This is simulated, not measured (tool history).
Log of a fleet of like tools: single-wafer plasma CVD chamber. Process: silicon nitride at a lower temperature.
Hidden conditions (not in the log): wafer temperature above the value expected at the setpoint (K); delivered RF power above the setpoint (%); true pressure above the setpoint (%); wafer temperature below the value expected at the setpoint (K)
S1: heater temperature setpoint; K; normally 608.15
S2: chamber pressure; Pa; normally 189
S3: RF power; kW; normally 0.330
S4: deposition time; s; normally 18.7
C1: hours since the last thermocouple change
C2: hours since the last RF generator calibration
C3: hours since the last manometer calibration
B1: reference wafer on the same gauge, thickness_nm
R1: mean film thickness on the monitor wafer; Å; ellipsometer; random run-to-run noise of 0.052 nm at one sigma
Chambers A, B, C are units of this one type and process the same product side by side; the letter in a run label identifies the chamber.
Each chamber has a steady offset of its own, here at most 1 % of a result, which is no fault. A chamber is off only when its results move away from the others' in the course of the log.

{"hour": 3.0, "done": "chamber A: thermocouple changed; heater temperature recalibrated"}
{"run": "1C", "hour": 6.6, "S1": 608.15, "S2": 189, "S3": 0.33, "S4": 18.7, "C1": 753.8, "C2": 1699.5, "C3": 697.8, "B1": 22.195, "R1": 228.26}
{"run": "2B", "hour": 13.2, "S1": 608.15, "S2": 189, "S3": 0.33, "S4": 18.7, "C1": 871.5, "C2": 1252.8, "C3": 606.9, "B1": 22.198, "R1": 228.56}
{"run": "3A", "hour": 20.7, "S1": 608.15, "S2": 189, "S3": 0.33, "S4": 18.7, "C1": 17.8, "C2": 267.6, "C3": 545.6, "B1": 22.198, "R1": 226.84}
{"run": "4B", "hour": 26.7, "S1": 608.15, "S2": 189, "S3": 0.33, "S4": 18.7, "C1": 885.0, "C2": 1266.3, "C3": 620.4, "B1": 22.199, "R1": 228.5}
{"run": "5A", "hour": 32.0, "S1": 608.15, "S2": 189, "S3": 0.33, "S4": 18.7, "C1": 29.1, "C2": 278.9, "C3": 556.9, "B1": 22.202, "R1": 227.05}
{"run": "6C", "hour": 38.0, "S1": 608.15, "S2": 189, "S3": 0.33, "S4": 15.6, "C1": 785.2, "C2": 1730.9, "C3": 729.2, "B1": 22.21, "R1": 190.32}
{"run": "7B", "hour": 45.6, "S1": 608.15, "S2": 189, "S3": 0.33, "S4": 15.6, "C1": 903.9, "C2": 1285.2, "C3": 639.3, "B1": 22.195, "R1": 192.0}
{"run": "8C", "hour": 50.6, "S1": 608.15, "S2": 189, "S3": 0.33, "S4": 15.6, "C1": 797.8, "C2": 1743.5, "C3": 741.8, "B1": 22.193, "R1": 191.43}
{"run": "9A", "hour": 55.3, "S1": 608.15, "S2": 189, "S3": 0.33, "S4": 18.7, "C1": 52.4, "C2": 302.2, "C3": 580.2, "B1": 22.201, "R1": 228.08}
{"run": "10C", "hour": 64.8, "S1": 608.15, "S2": 189, "S3": 0.33, "S4": 18.7, "C1": 812.0, "C2": 1757.7, "C3": 756.0, "B1": 22.208, "R1": 228.69}
{"run": "11A", "hour": 74.9, "S1": 608.15, "S2": 189, "S3": 0.33, "S4": 18.7, "C1": 72.0, "C2": 321.8, "C3": 599.8, "B1": 22.195, "R1": 227.44}
{"run": "12B", "hour": 84.7, "S1": 608.15, "S2": 189, "S3": 0.33, "S4": 18.7, "C1": 943.0, "C2": 1324.3, "C3": 678.4, "B1": 22.196, "R1": 230.8}
{"run": "13B", "hour": 94.7, "S1": 608.15, "S2": 189, "S3": 0.33, "S4": 18.7, "C1": 953.0, "C2": 1334.3, "C3": 688.4, "B1": 22.196, "R1": 230.82}
{"run": "14C", "hour": 99.7, "S1": 608.15, "S2": 189, "S3": 0.33, "S4": 18.7, "C1": 846.9, "C2": 1792.6, "C3": 790.9, "B1": 22.195, "R1": 227.41}
{"run": "15A", "hour": 106.9, "S1": 608.15, "S2": 189, "S3": 0.33, "S4": 18.7, "C1": 104.0, "C2": 353.8, "C3": 631.8, "B1": 22.204, "R1": 226.98}
{"run": "16B", "hour": 114.8, "S1": 608.15, "S2": 189, "S3": 0.33, "S4": 18.7, "C1": 973.1, "C2": 1354.4, "C3": 708.5, "B1": 22.195, "R1": 231.85}
{"run": "17A", "hour": 122.8, "S1": 608.15, "S2": 189, "S3": 0.33, "S4": 18.7, "C1": 119.9, "C2": 369.7, "C3": 647.7, "B1": 22.199, "R1": 227.47}
{"run": "18C", "hour": 128.8, "S1": 608.15, "S2": 189, "S3": 0.33, "S4": 18.7, "C1": 876.0, "C2": 1821.7, "C3": 820.0, "B1": 22.216, "R1": 228.37}
{"run": "19A", "hour": 136.7, "S1": 608.15, "S2": 189, "S3": 0.33, "S4": 18.7, "C1": 133.8, "C2": 383.6, "C3": 661.6, "B1": 22.207, "R1": 227.32}
{"run": "20C", "hour": 143.0, "S1": 608.15, "S2": 189, "S3": 0.33, "S4": 17.5, "C1": 890.2, "C2": 1835.9, "C3": 834.2, "B1": 22.203, "R1": 213.42}
{"run": "21B", "hour": 149.8, "S1": 608.15, "S2": 189, "S3": 0.33, "S4": 17.5, "C1": 1008.1, "C2": 1389.4, "C3": 743.5, "B1": 22.207, "R1": 217.95}
{"run": "22A", "hour": 158.8, "S1": 608.15, "S2": 189, "S3": 0.33, "S4": 17.5, "C1": 155.9, "C2": 405.7, "C3": 683.7, "B1": 22.197, "R1": 213.25}
{"run": "23C", "hour": 167.3, "S1": 608.15, "S2": 189, "S3": 0.33, "S4": 18.7, "C1": 914.5, "C2": 1860.2, "C3": 858.5, "B1": 22.201, "R1": 228.91}
{"run": "24B", "hour": 174.6, "S1": 608.15, "S2": 189, "S3": 0.33, "S4": 18.7, "C1": 1032.9, "C2": 1414.2, "C3": 768.3, "B1": 22.211, "R1": 233.93}
{"run": "25A", "hour": 183.6, "S1": 608.15, "S2": 189, "S3": 0.38, "S4": 18.7, "C1": 180.7, "C2": 430.5, "C3": 708.5, "B1": 22.214, "R1": 249.5}
{"run": "26B", "hour": 193.6, "S1": 608.15, "S2": 189, "S3": 0.38, "S4": 18.7, "C1": 1051.9, "C2": 1433.2, "C3": 787.3, "B1": 22.202, "R1": 255.74}
{"run": "27C", "hour": 201.8, "S1": 608.15, "S2": 189, "S3": 0.38, "S4": 18.7, "C1": 949.0, "C2": 1894.7, "C3": 893.0, "B1": 22.204, "R1": 249.87}
{"run": "28B", "hour": 210.7, "S1": 608.15, "S2": 189, "S3": 0.3, "S4": 20.2, "C1": 1069.0, "C2": 1450.3, "C3": 804.4, "B1": 22.189, "R1": 237.53}
{"run": "29C", "hour": 218.7, "S1": 608.15, "S2": 189, "S3": 0.3, "S4": 20.2, "C1": 965.9, "C2": 1911.6, "C3": 909.9, "B1": 22.207, "R1": 231.55}
{"run": "30A", "hour": 225.6, "S1": 608.15, "S2": 189, "S3": 0.3, "S4": 20.2, "C1": 222.7, "C2": 472.5, "C3": 750.5, "B1": 22.199, "R1": 230.81}

For the next run the whole fleet of 3 chambers uses the same settings. Give each chamber's results:
{"run": "31A", "hour": 233.0, "S1": 608.15, "S2": 189, "S3": 0.33, "S4": 18.7, "R1": "?"}
{"run": "31B", "hour": 233.0, "S1": 608.15, "S2": 189, "S3": 0.33, "S4": 18.7, "R1": "?"}
{"run": "31C", "hour": 233.0, "S1": 608.15, "S2": 189, "S3": 0.33, "S4": 18.7, "R1": "?"}

run=31A R1=227.21
run=31B R1=234.73
run=31C R1=228.29
